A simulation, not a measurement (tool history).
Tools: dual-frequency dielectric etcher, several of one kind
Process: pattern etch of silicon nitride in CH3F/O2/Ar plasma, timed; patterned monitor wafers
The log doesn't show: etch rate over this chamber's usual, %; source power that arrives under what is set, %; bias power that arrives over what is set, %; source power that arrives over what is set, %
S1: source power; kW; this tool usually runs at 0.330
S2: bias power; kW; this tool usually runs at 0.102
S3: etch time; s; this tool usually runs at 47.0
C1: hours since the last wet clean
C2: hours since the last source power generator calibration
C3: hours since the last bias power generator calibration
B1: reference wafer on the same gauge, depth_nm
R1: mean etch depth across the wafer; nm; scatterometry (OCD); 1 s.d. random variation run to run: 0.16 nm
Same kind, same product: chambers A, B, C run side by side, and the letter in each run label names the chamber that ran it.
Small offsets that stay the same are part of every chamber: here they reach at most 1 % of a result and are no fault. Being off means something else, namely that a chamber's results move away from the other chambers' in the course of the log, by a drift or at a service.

run,hour,S1,S2,S3,C1,C2,C3,B1,R1
1C,8.4,0.330,0.102,47.0,35.3,3254.8,2344.5,41.354,34.792
2A,18.7,0.330,0.102,47.0,402.2,490.9,2543.6,41.416,34.759
3B,31.2,0.330,0.102,47.0,49.8,3573.2,1937.4,41.403,34.972
4A,41.2,0.330,0.102,47.0,424.7,513.4,2566.1,41.391,34.844
5C,56.0,0.390,0.102,47.0,82.9,3302.4,2392.1,41.449,36.521
6B,70.7,0.390,0.102,47.0,89.3,3612.7,1976.9,41.397,36.570
7C,81.8,0.390,0.102,47.0,108.7,3328.2,2417.9,41.414,36.889
8A,95.9,0.270,0.110,47.0,479.4,568.1,2620.8,41.384,33.324
9B,104.6,0.270,0.110,47.0,123.2,3646.6,2010.8,41.401,33.048
# hour 105.0: chamber C: bias power generator calibrated
10A,112.5,0.270,0.110,47.0,496.0,584.7,2637.4,41.406,33.478
11C,120.1,0.330,0.102,47.0,147.0,3366.5,15.1,41.436,34.562
12B,133.4,0.330,0.102,47.0,152.0,3675.4,2039.6,41.429,34.423
13C,148.5,0.330,0.102,47.0,175.4,3394.9,43.5,41.383,34.811
14A,162.3,0.330,0.102,47.0,545.8,634.5,2687.2,41.393,35.097
15B,174.0,0.330,0.102,47.0,192.6,3716.0,2080.2,41.375,34.657
16A,184.5,0.330,0.102,47.0,568.0,656.7,2709.4,41.403,35.494
# hour 189.2: chamber C: source power generator calibrated
17C,192.6,0.330,0.102,39.5,219.5,3.4,87.6,41.388,29.060
18B,202.2,0.330,0.102,39.5,220.8,3744.2,2108.4,41.419,29.176
19B,210.3,0.330,0.102,39.5,228.9,3752.3,2116.5,41.349,29.184
20C,219.4,0.330,0.102,47.0,246.3,30.2,114.4,41.427,34.791
21A,234.0,0.330,0.102,47.0,617.5,706.2,2758.9,41.398,35.374
22A,246.3,0.330,0.102,47.0,629.8,718.5,2771.2,41.432,35.583
23B,255.5,0.330,0.102,47.0,274.1,3797.5,2161.7,41.357,34.754
24C,264.2,0.330,0.102,38.0,291.1,75.0,159.2,41.384,28.068
25A,273.9,0.330,0.102,38.0,657.4,746.1,2798.8,41.362,28.920
26C,283.4,0.330,0.102,38.0,310.3,94.2,178.4,41.431,27.945
27B,290.5,0.330,0.102,47.0,309.1,3832.5,2196.7,41.316,34.980
28B,302.6,0.330,0.102,47.0,321.2,3844.6,2208.8,41.416,34.630
29C,312.1,0.330,0.102,47.0,339.0,122.9,207.1,41.377,34.530
30A,325.9,0.330,0.085,59.0,709.4,798.1,2850.8,41.448,42.135
31C,333.2,0.330,0.085,59.0,360.1,144.0,228.2,41.400,40.759
32A,345.9,0.330,0.085,59.0,729.4,818.1,2870.8,41.366,42.095
33B,352.7,0.330,0.102,47.0,371.3,3894.7,2258.9,41.374,34.625
34C,368.2,0.330,0.102,47.0,395.1,179.0,263.2,41.428,34.487
35B,380.8,0.330,0.102,47.0,399.4,3922.8,2287.0,41.416,34.988

Is one chamber off against the others, does the gauge drift, or is nothing wrong? If a chamber is off, say which, and what the likeliest cause is.

Little by little, chamber A moves away from the other chambers.
Likeliest cause: etch rate over this chamber's usual, % = 3.83.

Which of the 4 candidates below, each the usual settings with something changed and its results left as question marks, puts chamber A back in line with what the other chambers give on the usual settings?
To be in line, a result may differ from the other chambers' mean on the usual settings by at most: R1 0.560 nm
36A-1,392.0,0.330,0.101,45.0,,,,,?
36A-2,392.0,0.340,0.102,51.0,,,,,?
36A-3,392.0,0.320,0.100,43.5,,,,,?
36A-4,392.0,0.330,0.102,49.0,,,,,?

Mean of the other chambers on the usual settings: R1 34.640 nm
run,R1
36A-1,34.416
36A-2,39.583
36A-3,32.770
36A-4,37.614
Change 36A-1 lands the chamber within the allowed miss of the other chambers.

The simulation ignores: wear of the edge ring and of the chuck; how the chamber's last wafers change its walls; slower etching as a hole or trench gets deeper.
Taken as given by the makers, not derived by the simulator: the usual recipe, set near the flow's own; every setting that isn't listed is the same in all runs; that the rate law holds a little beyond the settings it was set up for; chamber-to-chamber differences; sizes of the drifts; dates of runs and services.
